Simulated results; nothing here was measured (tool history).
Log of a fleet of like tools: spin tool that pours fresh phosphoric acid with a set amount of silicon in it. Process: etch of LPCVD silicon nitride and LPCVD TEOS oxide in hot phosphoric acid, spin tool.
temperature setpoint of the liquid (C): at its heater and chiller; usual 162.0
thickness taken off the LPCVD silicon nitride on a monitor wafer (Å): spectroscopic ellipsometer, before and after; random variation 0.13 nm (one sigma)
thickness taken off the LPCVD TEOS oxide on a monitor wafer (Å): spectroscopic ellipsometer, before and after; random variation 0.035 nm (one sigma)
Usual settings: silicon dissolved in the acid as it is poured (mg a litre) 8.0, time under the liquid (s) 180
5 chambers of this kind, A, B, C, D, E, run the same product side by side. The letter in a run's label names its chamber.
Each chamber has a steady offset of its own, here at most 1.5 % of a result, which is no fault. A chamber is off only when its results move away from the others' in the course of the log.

run	hour	temperature setpoint of the liquid (C)	silicon dissolved in the acid as it is poured (mg a litre)	time under the liquid (s)	read-back film thickness of the LPCVD silicon nitride reference wafer, read on the same gauge (nm)	read-back film thickness of the LPCVD TEOS oxide reference wafer, read on the same gauge (nm)	thickness taken off the LPCVD silicon nitride on a monitor wafer (Å)	thickness taken off the LPCVD TEOS oxide on a monitor wafer (Å)
1E	7.7	162.0	8.0	180	109.98	130.01	171.00	5.5097
2B	15.3	162.0	8.0	180	109.99	130.00	167.20	5.8388
3A	23.2	162.0	8.0	180	110.02	130.01	166.47	5.8967
4C	31.6	162.0	8.0	180	109.99	130.01	165.04	5.3718
5D	38.3	162.0	8.0	180	109.99	130.02	169.01	5.3618
6B	46.0	162.0	8.0	180	110.01	129.99	168.21	5.2819
7C	54.3	162.0	8.0	180	110.03	130.00	168.21	6.2542
8E	62.6	162.0	8.0	180	109.99	129.99	172.01	5.4509
9A	73.6	162.0	8.0	180	109.98	130.02	167.70	5.8656
10D	80.8	162.0	8.0	180	109.97	129.99	169.05	5.6162
11C	87.9	162.0	8.0	285	110.03	130.00	267.36	8.4280
12B	97.5	162.0	8.0	285	110.01	129.99	264.71	8.6483
13A	106.9	162.0	8.0	285	110.01	130.00	268.86	9.3340
14D	117.2	162.0	8.0	285	109.99	129.98	265.88	8.1367
15E	124.1	162.0	8.0	285	110.02	129.98	271.83	9.5199
16C	134.6	162.0	8.0	180	109.97	130.00	164.89	5.3225
# hour 140.2: chamber E: dissolved silicon flow meter replaced
17E	143.8	162.0	8.0	180	110.02	129.99	171.92	5.2224
18D	154.3	162.0	8.0	180	109.99	130.00	166.55	5.6822
19B	159.3	162.0	8.0	180	110.02	129.97	166.84	5.6419
20A	166.5	163.5	4.5	180	110.01	130.00	175.94	6.8579
21A	174.3	163.5	4.5	180	110.01	130.01	175.98	7.3130
22D	181.3	163.5	4.5	180	110.00	130.00	178.08	7.1543
23C	191.5	163.5	4.5	180	110.00	130.00	169.27	6.7999
24B	197.9	163.5	4.5	180	110.00	130.00	174.28	6.8746
25E	206.8	162.0	8.0	180	110.00	130.00	169.33	5.9498
26D	212.4	162.0	8.0	180	110.00	129.99	169.08	5.6082
27B	221.4	162.0	8.0	180	109.96	129.99	166.31	5.6115
28C	230.7	162.0	8.0	180	109.99	129.98	158.27	5.5122
29A	238.5	162.0	8.0	180	109.98	130.02	167.86	5.5391
30E	248.0	162.0	8.0	180	109.99	130.01	169.49	5.8791
# hour 248.5: chamber A: dissolved silicon flow meter replaced
31E	252.9	162.0	8.0	180	109.98	129.99	172.00	5.0886
32A	263.7	160.5	8.0	180	109.99	129.99	157.97	5.1265
33D	272.1	160.5	8.0	180	110.01	130.02	162.75	4.6088
34C	282.4	160.5	8.0	180	110.00	129.99	145.68	4.3268
35B	288.6	160.5	8.0	180	110.01	130.02	160.22	5.1367
36C	294.0	160.5	8.0	180	110.00	130.01	145.19	4.0249
37D	300.8	162.0	8.0	180	110.01	129.99	167.19	5.4643
38E	306.1	164.5	8.0	180	109.99	130.02	184.41	7.2483

All 5 chambers run these settings next. Forecast each chamber's results:
39A	314.1	162.0	8.0	180			?	?
39B	314.1	162.0	8.0	180			?	?
39C	314.1	162.0	8.0	180			?	?
39D	314.1	162.0	8.0	180			?	?
39E	314.1	162.0	8.0	180			?	?

run	thickness taken off the LPCVD silicon nitride on a monitor wafer (Å)	thickness taken off the LPCVD TEOS oxide on a monitor wafer (Å)
39A	166.46	5.5406
39B	166.01	5.3676
39C	151.79	4.6271
39D	167.39	5.8110
39E	173.10	5.7141

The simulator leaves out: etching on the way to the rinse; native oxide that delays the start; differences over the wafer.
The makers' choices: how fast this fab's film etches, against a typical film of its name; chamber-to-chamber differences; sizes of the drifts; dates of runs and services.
